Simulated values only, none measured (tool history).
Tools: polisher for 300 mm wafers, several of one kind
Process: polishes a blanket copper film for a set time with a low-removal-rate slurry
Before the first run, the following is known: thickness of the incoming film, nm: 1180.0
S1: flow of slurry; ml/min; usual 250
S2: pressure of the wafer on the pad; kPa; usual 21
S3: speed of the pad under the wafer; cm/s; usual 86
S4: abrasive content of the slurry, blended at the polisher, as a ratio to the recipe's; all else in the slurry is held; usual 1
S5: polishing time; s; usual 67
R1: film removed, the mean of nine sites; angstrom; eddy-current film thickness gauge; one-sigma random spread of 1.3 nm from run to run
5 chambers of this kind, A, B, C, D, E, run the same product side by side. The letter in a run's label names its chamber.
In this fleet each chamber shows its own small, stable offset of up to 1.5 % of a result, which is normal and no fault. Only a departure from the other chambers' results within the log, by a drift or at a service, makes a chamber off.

run,hour,S1,S2,S3,S4,S5,R1
# hour 0.6: chamber D: slurry nozzle cleaned
# hour 7.4: chamber C: worn pad replaced by a new one
1E,8.4,250,21,86,1,67,1503.4
2C,15.4,250,21,86,1,67,1513.9
3B,25.5,250,21,86,1,67,1484.8
4D,30.5,250,21,86,1,67,1485.9
5A,36.5,250,21,86,1,67,1503.6
# hour 39.5: chamber E: worn pad replaced by a new one
6A,46.8,250,21,86,1,67,1492.8
# hour 47: chamber D: slurry blender recalibrated
# hour 50.1: chamber D: worn pad replaced by a new one
# hour 51.7: chamber B: worn pad replaced by a new one
7E,52.2,250,21,86,1,67,1502.2
8D,57.3,250,21,86,1,67,1477
9C,63.4,250,21,86,1,67,1491.8
# hour 74.3: chamber E: slurry blender recalibrated
10B,74.7,250,21,86,1,67,1497.1
11A,80.8,250,21,86,1,67,1465.9
# hour 88.5: chamber C: worn pad replaced by a new one
12C,92.1,250,21,86,1,67,1493.9
13E,103.2,250,21,86,1,67,1501.4
14D,110.5,250,21,106,1,67,1847.6
15B,117.1,250,21,106,1,67,1822.2
# hour 122.7: chamber A: slurry blender recalibrated
16B,124.1,250,21,106,1,67,1823.9
# hour 126.6: chamber E: worn pad replaced by a new one
17A,132.1,250,21,106,1,67,1810
18E,142.4,250,21,106,1,67,1839.9
# hour 143.2: chamber A: slurry nozzle cleaned
# hour 146: chamber C: slurry nozzle cleaned
19C,150.4,250,21,86,1,67,1515.7
# hour 159: chamber D: worn pad replaced by a new one
20D,159.6,250,21,66,1,67,1156.4
21D,169.1,250,21,66,1,67,1140.4
22B,174,250,21,66,1,67,1125.6
23A,179.3,250,21,66,1,67,1105.5
# hour 181.2: chamber C: worn pad replaced by a new one
24E,186.8,250,21,66,1,67,1156.9
# hour 188.6: chamber A: head pressure recalibrated
25C,193.2,250,21,86,1,67,1506.9
# hour 193.4: chamber E: worn pad replaced by a new one
26A,203,250,21,86,1,67,1411.9
27E,212.2,250,21,86,1,67,1506.2
# hour 219.3: chamber B: slurry nozzle cleaned
28C,223.3,250,21,86,1,67,1492.8
# hour 231.4: chamber B: worn pad replaced by a new one
29B,231.7,250,21,86,1,67,1505.1
30D,242.5,250,21,86,1,67,1473.3
# hour 251.1: chamber B: slurry blender recalibrated
31C,252.3,250,21,86,1,67,1511.2
32D,260,330,21,74,1,67,1295.4
# hour 265.2: chamber A: slurry blender recalibrated
33A,269.2,330,21,74,1,67,1221.9
# hour 272.9: chamber D: slurry blender recalibrated
# hour 273.4: chamber D: worn pad replaced by a new one
# hour 274.1: chamber E: worn pad replaced by a new one
# hour 277.6: chamber C: worn pad replaced by a new one
34E,279.6,330,21,74,1,67,1318.8
35B,287.4,330,21,74,1,67,1320.7
36E,296.1,330,21,74,1,67,1321.9
37B,306.3,250,21,86,1,67,1504
# hour 313.1: chamber D: head pressure recalibrated
38D,314.2,250,21,68,1,67,1182.5
39A,323.3,250,21,68,1,67,1055.1
40C,333.1,250,21,68,1,67,1183
# hour 335.9: chamber E: slurry nozzle cleaned
41B,338.1,250,21,68,1,67,1175.8
42E,344.9,250,21,68,1,67,1185.7

Has any chamber moved away from the others, gradually or after a service, or does the common gauge drift, or do the chambers differ only by their own small steady offsets? State the chamber and the most likely cause if one applies.

Chamber A drifts away from the others.
Likeliest cause: removal rate lost through wear of the pad, % = 9.58.

Chamber A could run next with any of the 4 candidate recipes listed below; each alters the usual settings, and their results appear as question marks. Which one brings its results back in line with what the other chambers deliver on the usual settings?
A result is in line if it is within this distance of the other chambers' mean on the usual settings: R1 44 angstrom
43A-1,353.1,255,22.1,94,1,73,?
43A-2,353.1,250,20.7,76,1,59,?
43A-3,353.1,250,21.4,90,1,69,?
43A-4,353.1,250,20,82,1,65,?

Other chambers, usual settings, mean: R1 1492.1 angstrom
run,R1
43A-1,1702.3
43A-2,1036.9
43A-3,1488.1
43A-4,1192.8
43A-3 is the one that brings the chamber's results back in line with the other chambers.
